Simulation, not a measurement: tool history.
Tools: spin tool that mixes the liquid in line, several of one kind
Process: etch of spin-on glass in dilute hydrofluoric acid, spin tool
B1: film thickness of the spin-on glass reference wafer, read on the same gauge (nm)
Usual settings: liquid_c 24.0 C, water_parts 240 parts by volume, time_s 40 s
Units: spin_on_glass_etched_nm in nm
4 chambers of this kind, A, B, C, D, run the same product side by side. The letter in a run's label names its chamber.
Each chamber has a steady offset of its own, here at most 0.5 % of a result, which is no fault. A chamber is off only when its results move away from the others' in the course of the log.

{"run": "1D", "hour": 3.5, "liquid_c": 24.0, "water_parts": 240, "time_s": 40, "B1": 109.98, "spin_on_glass_etched_nm": 6.0829}
{"run": "2A", "hour": 7.4, "liquid_c": 24.0, "water_parts": 240, "time_s": 40, "B1": 110.0, "spin_on_glass_etched_nm": 6.0679}
{"run": "3B", "hour": 10.5, "liquid_c": 24.0, "water_parts": 240, "time_s": 40, "B1": 110.02, "spin_on_glass_etched_nm": 6.1007}
{"run": "4C", "hour": 16.0, "liquid_c": 24.0, "water_parts": 240, "time_s": 40, "B1": 110.01, "spin_on_glass_etched_nm": 5.9864}
{"run": "5A", "hour": 21.4, "liquid_c": 24.0, "water_parts": 240, "time_s": 40, "B1": 109.99, "spin_on_glass_etched_nm": 6.0627}
{"run": "6D", "hour": 27.1, "liquid_c": 24.0, "water_parts": 240, "time_s": 40, "B1": 110.01, "spin_on_glass_etched_nm": 6.1384}
{"run": "7C", "hour": 30.5, "liquid_c": 22.5, "water_parts": 150, "time_s": 40, "B1": 110.01, "spin_on_glass_etched_nm": 10.196}
{"run": "8B", "hour": 35.0, "liquid_c": 22.5, "water_parts": 150, "time_s": 40, "B1": 110.0, "spin_on_glass_etched_nm": 10.099}
{"run": "9B", "hour": 39.0, "liquid_c": 22.5, "water_parts": 150, "time_s": 40, "B1": 110.01, "spin_on_glass_etched_nm": 10.254}
{"run": "10D", "hour": 42.4, "liquid_c": 22.5, "water_parts": 150, "time_s": 40, "B1": 110.02, "spin_on_glass_etched_nm": 10.156}
{"run": "11A", "hour": 47.4, "liquid_c": 24.0, "water_parts": 240, "time_s": 40, "B1": 109.99, "spin_on_glass_etched_nm": 6.0354}
{"run": "12C", "hour": 50.6, "liquid_c": 24.0, "water_parts": 240, "time_s": 40, "B1": 110.0, "spin_on_glass_etched_nm": 6.1239}
{"run": "13A", "hour": 55.1, "liquid_c": 24.0, "water_parts": 240, "time_s": 40, "B1": 110.01, "spin_on_glass_etched_nm": 6.0972}
{"run": "14C", "hour": 61.2, "liquid_c": 21.0, "water_parts": 300, "time_s": 40, "B1": 109.99, "spin_on_glass_etched_nm": 4.1081}
{"run": "15D", "hour": 64.2, "liquid_c": 21.0, "water_parts": 300, "time_s": 40, "B1": 110.0, "spin_on_glass_etched_nm": 4.2445}
{"run": "16B", "hour": 70.0, "liquid_c": 21.0, "water_parts": 300, "time_s": 40, "B1": 110.01, "spin_on_glass_etched_nm": 4.0885}
{"run": "17D", "hour": 73.9, "liquid_c": 21.0, "water_parts": 300, "time_s": 40, "B1": 110.01, "spin_on_glass_etched_nm": 4.2699}
{"run": "18B", "hour": 76.8, "liquid_c": 24.0, "water_parts": 240, "time_s": 40, "B1": 109.99, "spin_on_glass_etched_nm": 6.1331}
{"run": "19A", "hour": 80.9, "liquid_c": 26.5, "water_parts": 325, "time_s": 40, "B1": 109.98, "spin_on_glass_etched_nm": 4.4717}
{"run": "20C", "hour": 86.5, "liquid_c": 26.5, "water_parts": 325, "time_s": 40, "B1": 110.01, "spin_on_glass_etched_nm": 4.4476}
{"run": "21B", "hour": 89.6, "liquid_c": 26.5, "water_parts": 325, "time_s": 40, "B1": 109.99, "spin_on_glass_etched_nm": 4.4765}
{"run": "22D", "hour": 92.9, "liquid_c": 26.5, "water_parts": 325, "time_s": 40, "B1": 109.99, "spin_on_glass_etched_nm": 4.6552}
{"run": "23C", "hour": 96.7, "liquid_c": 24.0, "water_parts": 240, "time_s": 40, "B1": 110.01, "spin_on_glass_etched_nm": 5.9893}
{"hour": 98.4, "done": "chamber C: hydrofluoric acid flow meter replaced"}
{"run": "24A", "hour": 102.4, "liquid_c": 24.0, "water_parts": 240, "time_s": 40, "B1": 109.98, "spin_on_glass_etched_nm": 6.0937}
{"run": "25C", "hour": 107.1, "liquid_c": 24.0, "water_parts": 240, "time_s": 40, "B1": 109.99, "spin_on_glass_etched_nm": 6.0097}
{"run": "26A", "hour": 110.3, "liquid_c": 24.0, "water_parts": 240, "time_s": 40, "B1": 110.01, "spin_on_glass_etched_nm": 6.1247}
{"run": "27D", "hour": 113.5, "liquid_c": 24.0, "water_parts": 240, "time_s": 60, "B1": 109.97, "spin_on_glass_etched_nm": 9.6408}
{"run": "28B", "hour": 119.1, "liquid_c": 24.0, "water_parts": 240, "time_s": 60, "B1": 110.01, "spin_on_glass_etched_nm": 9.1693}
{"run": "29D", "hour": 122.1, "liquid_c": 24.0, "water_parts": 240, "time_s": 60, "B1": 109.99, "spin_on_glass_etched_nm": 9.7146}
{"run": "30C", "hour": 126.7, "liquid_c": 24.0, "water_parts": 240, "time_s": 60, "B1": 109.98, "spin_on_glass_etched_nm": 9.0034}
{"run": "31B", "hour": 129.6, "liquid_c": 24.0, "water_parts": 240, "time_s": 40, "B1": 110.02, "spin_on_glass_etched_nm": 6.0811}
{"run": "32A", "hour": 134.6, "liquid_c": 24.0, "water_parts": 240, "time_s": 40, "B1": 110.01, "spin_on_glass_etched_nm": 6.1126}
{"run": "33C", "hour": 140.0, "liquid_c": 24.0, "water_parts": 240, "time_s": 40, "B1": 110.0, "spin_on_glass_etched_nm": 6.0057}
{"run": "34A", "hour": 143.9, "liquid_c": 24.0, "water_parts": 240, "time_s": 40, "B1": 109.99, "spin_on_glass_etched_nm": 6.0841}
{"run": "35B", "hour": 146.9, "liquid_c": 24.0, "water_parts": 240, "time_s": 40, "B1": 110.01, "spin_on_glass_etched_nm": 6.0704}
{"run": "36D", "hour": 150.9, "liquid_c": 24.0, "water_parts": 240, "time_s": 40, "B1": 110.03, "spin_on_glass_etched_nm": 6.5353}
{"run": "37B", "hour": 153.9, "liquid_c": 24.0, "water_parts": 240, "time_s": 40, "B1": 110.01, "spin_on_glass_etched_nm": 6.154}
{"hour": 158.5, "done": "chamber C: thermometer replaced"}
{"run": "38D", "hour": 158.5, "liquid_c": 24.0, "water_parts": 240, "time_s": 40, "B1": 109.99, "spin_on_glass_etched_nm": 6.5351}
{"run": "39C", "hour": 162.4, "liquid_c": 24.0, "water_parts": 240, "time_s": 40, "B1": 109.99, "spin_on_glass_etched_nm": 6.1033}
{"run": "40A", "hour": 167.3, "liquid_c": 24.0, "water_parts": 240, "time_s": 40, "B1": 110.01, "spin_on_glass_etched_nm": 6.066}
{"run": "41C", "hour": 170.3, "liquid_c": 24.0, "water_parts": 305, "time_s": 40, "B1": 110.01, "spin_on_glass_etched_nm": 4.4407}
{"run": "42A", "hour": 174.0, "liquid_c": 24.0, "water_parts": 305, "time_s": 40, "B1": 110.0, "spin_on_glass_etched_nm": 4.4683}

All 4 chambers run these settings next. Forecast each chamber's results:
{"run": "43A", "hour": 178.4, "liquid_c": 24.0, "water_parts": 240, "time_s": 40, "spin_on_glass_etched_nm": "?"}
{"run": "43B", "hour": 178.4, "liquid_c": 24.0, "water_parts": 240, "time_s": 40, "spin_on_glass_etched_nm": "?"}
{"run": "43C", "hour": 178.4, "liquid_c": 24.0, "water_parts": 240, "time_s": 40, "spin_on_glass_etched_nm": "?"}
{"run": "43D", "hour": 178.4, "liquid_c": 24.0, "water_parts": 240, "time_s": 40, "spin_on_glass_etched_nm": "?"}

run=43A spin_on_glass_etched_nm=6.0502
run=43B spin_on_glass_etched_nm=6.1640
run=43C spin_on_glass_etched_nm=6.0851
run=43D spin_on_glass_etched_nm=6.6833
